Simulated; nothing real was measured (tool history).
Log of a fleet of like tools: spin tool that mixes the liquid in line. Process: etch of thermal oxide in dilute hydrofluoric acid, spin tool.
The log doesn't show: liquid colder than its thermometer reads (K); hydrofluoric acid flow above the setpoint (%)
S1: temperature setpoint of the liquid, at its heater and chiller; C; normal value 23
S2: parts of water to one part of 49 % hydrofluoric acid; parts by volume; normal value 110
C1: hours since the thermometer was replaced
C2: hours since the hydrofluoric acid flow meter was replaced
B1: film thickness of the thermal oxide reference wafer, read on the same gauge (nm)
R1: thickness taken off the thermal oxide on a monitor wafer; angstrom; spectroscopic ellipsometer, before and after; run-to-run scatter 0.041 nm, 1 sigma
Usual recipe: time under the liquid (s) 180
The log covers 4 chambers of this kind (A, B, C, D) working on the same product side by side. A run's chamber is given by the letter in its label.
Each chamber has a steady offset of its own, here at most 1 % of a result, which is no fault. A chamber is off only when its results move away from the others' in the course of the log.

{"run": "1B", "day": 0.325, "S1": 23, "S2": 110, "time under the liquid (s)": 180, "C1": 853.7, "C2": 678.1, "B1": 120.04, "R1": 73.908}
{"run": "2A", "day": 0.888, "S1": 23, "S2": 110, "time under the liquid (s)": 180, "C1": 217.2, "C2": 1142, "B1": 119.99, "R1": 74.488}
{"run": "3D", "day": 1.246, "S1": 23, "S2": 110, "time under the liquid (s)": 180, "C1": 1165.6, "C2": 802.2, "B1": 120.01, "R1": 73.383}
{"run": "4C", "day": 1.525, "S1": 23, "S2": 110, "time under the liquid (s)": 180, "C1": 251.2, "C2": 36.6, "B1": 120.01, "R1": 74.36}
{"run": "5B", "day": 1.912, "S1": 23, "S2": 110, "time under the liquid (s)": 180, "C1": 891.8, "C2": 716.2, "B1": 119.97, "R1": 74.648}
{"run": "6A", "day": 2.3, "S1": 23, "S2": 70, "time under the liquid (s)": 225, "C1": 251.1, "C2": 1175.9, "B1": 120.01, "R1": 153.38}
{"run": "7D", "day": 2.775, "S1": 23, "S2": 70, "time under the liquid (s)": 225, "C1": 1202.3, "C2": 838.9, "B1": 120.03, "R1": 153.85}
{"run": "8C", "day": 3.354, "S1": 23, "S2": 70, "time under the liquid (s)": 225, "C1": 295.1, "C2": 80.5, "B1": 119.99, "R1": 154.31}
{"run": "9D", "day": 3.946, "S1": 23, "S2": 70, "time under the liquid (s)": 225, "C1": 1230.4, "C2": 867, "B1": 119.99, "R1": 153.25}
{"run": "10C", "day": 4.554, "S1": 23, "S2": 110, "time under the liquid (s)": 180, "C1": 323.9, "C2": 109.3, "B1": 120.04, "R1": 74.717}
{"run": "11A", "day": 4.971, "S1": 23, "S2": 110, "time under the liquid (s)": 180, "C1": 315.2, "C2": 1240, "B1": 120.01, "R1": 74.998}
{"run": "12B", "day": 5.367, "S1": 23, "S2": 110, "time under the liquid (s)": 180, "C1": 974.7, "C2": 799.1, "B1": 120, "R1": 74.623}
{"run": "13C", "day": 5.775, "S1": 23, "S2": 110, "time under the liquid (s)": 180, "C1": 353.2, "C2": 138.6, "B1": 119.97, "R1": 74.158}
{"run": "14A", "day": 6.371, "S1": 23, "S2": 110, "time under the liquid (s)": 180, "C1": 348.8, "C2": 1273.6, "B1": 120.02, "R1": 74.078}
{"run": "15B", "day": 6.967, "S1": 23, "S2": 110, "time under the liquid (s)": 180, "C1": 1013.1, "C2": 837.5, "B1": 120.03, "R1": 74.266}
{"run": "16D", "day": 7.417, "S1": 23, "S2": 110, "time under the liquid (s)": 180, "C1": 1313.7, "C2": 950.3, "B1": 120.04, "R1": 73.374}
{"day": 7.429, "done": "chamber B: hydrofluoric acid flow meter replaced"}
{"run": "17C", "day": 7.808, "S1": 23, "S2": 110, "time under the liquid (s)": 180, "C1": 402, "C2": 187.4, "B1": 119.99, "R1": 74.994}
{"day": 8.025, "done": "chamber A: hydrofluoric acid flow meter replaced"}
{"run": "18B", "day": 8.354, "S1": 23, "S2": 110, "time under the liquid (s)": 180, "C1": 1046.4, "C2": 22.3, "B1": 119.96, "R1": 74.447}
{"run": "19D", "day": 8.967, "S1": 23, "S2": 110, "time under the liquid (s)": 180, "C1": 1350.9, "C2": 987.5, "B1": 120.04, "R1": 74.075}
{"run": "20A", "day": 9.4, "S1": 23, "S2": 110, "time under the liquid (s)": 180, "C1": 421.5, "C2": 33.1, "B1": 120, "R1": 74.216}
{"run": "21C", "day": 9.829, "S1": 23, "S2": 110, "time under the liquid (s)": 180, "C1": 450.5, "C2": 235.9, "B1": 120.02, "R1": 73.412}
{"run": "22A", "day": 10.362, "S1": 23, "S2": 110, "time under the liquid (s)": 180, "C1": 444.6, "C2": 56.2, "B1": 120.01, "R1": 74.629}
{"run": "23B", "day": 10.9, "S1": 23, "S2": 110, "time under the liquid (s)": 180, "C1": 1107.5, "C2": 83.4, "B1": 119.98, "R1": 74.058}
{"run": "24D", "day": 11.404, "S1": 23, "S2": 110, "time under the liquid (s)": 120, "C1": 1409.4, "C2": 1046, "B1": 120, "R1": 49.642}
{"run": "25B", "day": 11.708, "S1": 23, "S2": 110, "time under the liquid (s)": 120, "C1": 1126.9, "C2": 102.8, "B1": 120, "R1": 49.345}
{"run": "26D", "day": 12.308, "S1": 23, "S2": 110, "time under the liquid (s)": 120, "C1": 1431.1, "C2": 1067.7, "B1": 120.01, "R1": 49.193}
{"run": "27C", "day": 12.833, "S1": 23, "S2": 110, "time under the liquid (s)": 120, "C1": 522.6, "C2": 308, "B1": 119.98, "R1": 49.252}
{"run": "28A", "day": 13.154, "S1": 23, "S2": 110, "time under the liquid (s)": 180, "C1": 511.6, "C2": 123.2, "B1": 120.02, "R1": 74.433}
{"run": "29C", "day": 13.417, "S1": 23, "S2": 110, "time under the liquid (s)": 180, "C1": 536.6, "C2": 322, "B1": 119.99, "R1": 74.18}
{"run": "30D", "day": 13.812, "S1": 23, "S2": 65, "time under the liquid (s)": 180, "C1": 1467.2, "C2": 1103.8, "B1": 119.99, "R1": 133.1}
{"run": "31B", "day": 14.329, "S1": 23, "S2": 65, "time under the liquid (s)": 180, "C1": 1189.8, "C2": 165.7, "B1": 120, "R1": 133.15}
{"run": "32A", "day": 14.742, "S1": 23, "S2": 65, "time under the liquid (s)": 180, "C1": 549.7, "C2": 161.3, "B1": 119.99, "R1": 132.4}
{"run": "33B", "day": 15.125, "S1": 23, "S2": 65, "time under the liquid (s)": 180, "C1": 1208.9, "C2": 184.8, "B1": 120, "R1": 133.8}
{"run": "34C", "day": 15.425, "S1": 23, "S2": 110, "time under the liquid (s)": 180, "C1": 584.8, "C2": 370.2, "B1": 120, "R1": 74.197}
{"run": "35D", "day": 15.933, "S1": 23, "S2": 110, "time under the liquid (s)": 180, "C1": 1518.1, "C2": 1154.7, "B1": 119.99, "R1": 73.831}
{"run": "36A", "day": 16.525, "S1": 23, "S2": 160, "time under the liquid (s)": 225, "C1": 592.5, "C2": 204.1, "B1": 120, "R1": 60.45}
{"run": "37B", "day": 17.042, "S1": 23, "S2": 160, "time under the liquid (s)": 225, "C1": 1254.9, "C2": 230.8, "B1": 119.99, "R1": 60.302}
{"run": "38A", "day": 17.362, "S1": 23, "S2": 160, "time under the liquid (s)": 225, "C1": 612.6, "C2": 224.2, "B1": 119.97, "R1": 60.251}
{"run": "39C", "day": 17.8, "S1": 23, "S2": 160, "time under the liquid (s)": 225, "C1": 641.8, "C2": 427.2, "B1": 120.03, "R1": 59.91}
{"run": "40D", "day": 18.275, "S1": 23, "S2": 110, "time under the liquid (s)": 180, "C1": 1574.3, "C2": 1210.9, "B1": 120, "R1": 73.859}
{"run": "41B", "day": 18.858, "S1": 23, "S2": 110, "time under the liquid (s)": 180, "C1": 1298.5, "C2": 274.4, "B1": 120.05, "R1": 74.582}

Predict what each chamber gives when all 4 of them run the settings below next.
{"run": "42A", "day": 19.296, "S1": 23, "S2": 90, "time under the liquid (s)": 180, "R1": "?"}
{"run": "42B", "day": 19.296, "S1": 23, "S2": 90, "time under the liquid (s)": 180, "R1": "?"}
{"run": "42C", "day": 19.296, "S1": 23, "S2": 90, "time under the liquid (s)": 180, "R1": "?"}
{"run": "42D", "day": 19.296, "S1": 23, "S2": 90, "time under the liquid (s)": 180, "R1": "?"}

run=42A R1=93.761
run=42B R1=93.597
run=42C R1=92.8
run=42D R1=92.905

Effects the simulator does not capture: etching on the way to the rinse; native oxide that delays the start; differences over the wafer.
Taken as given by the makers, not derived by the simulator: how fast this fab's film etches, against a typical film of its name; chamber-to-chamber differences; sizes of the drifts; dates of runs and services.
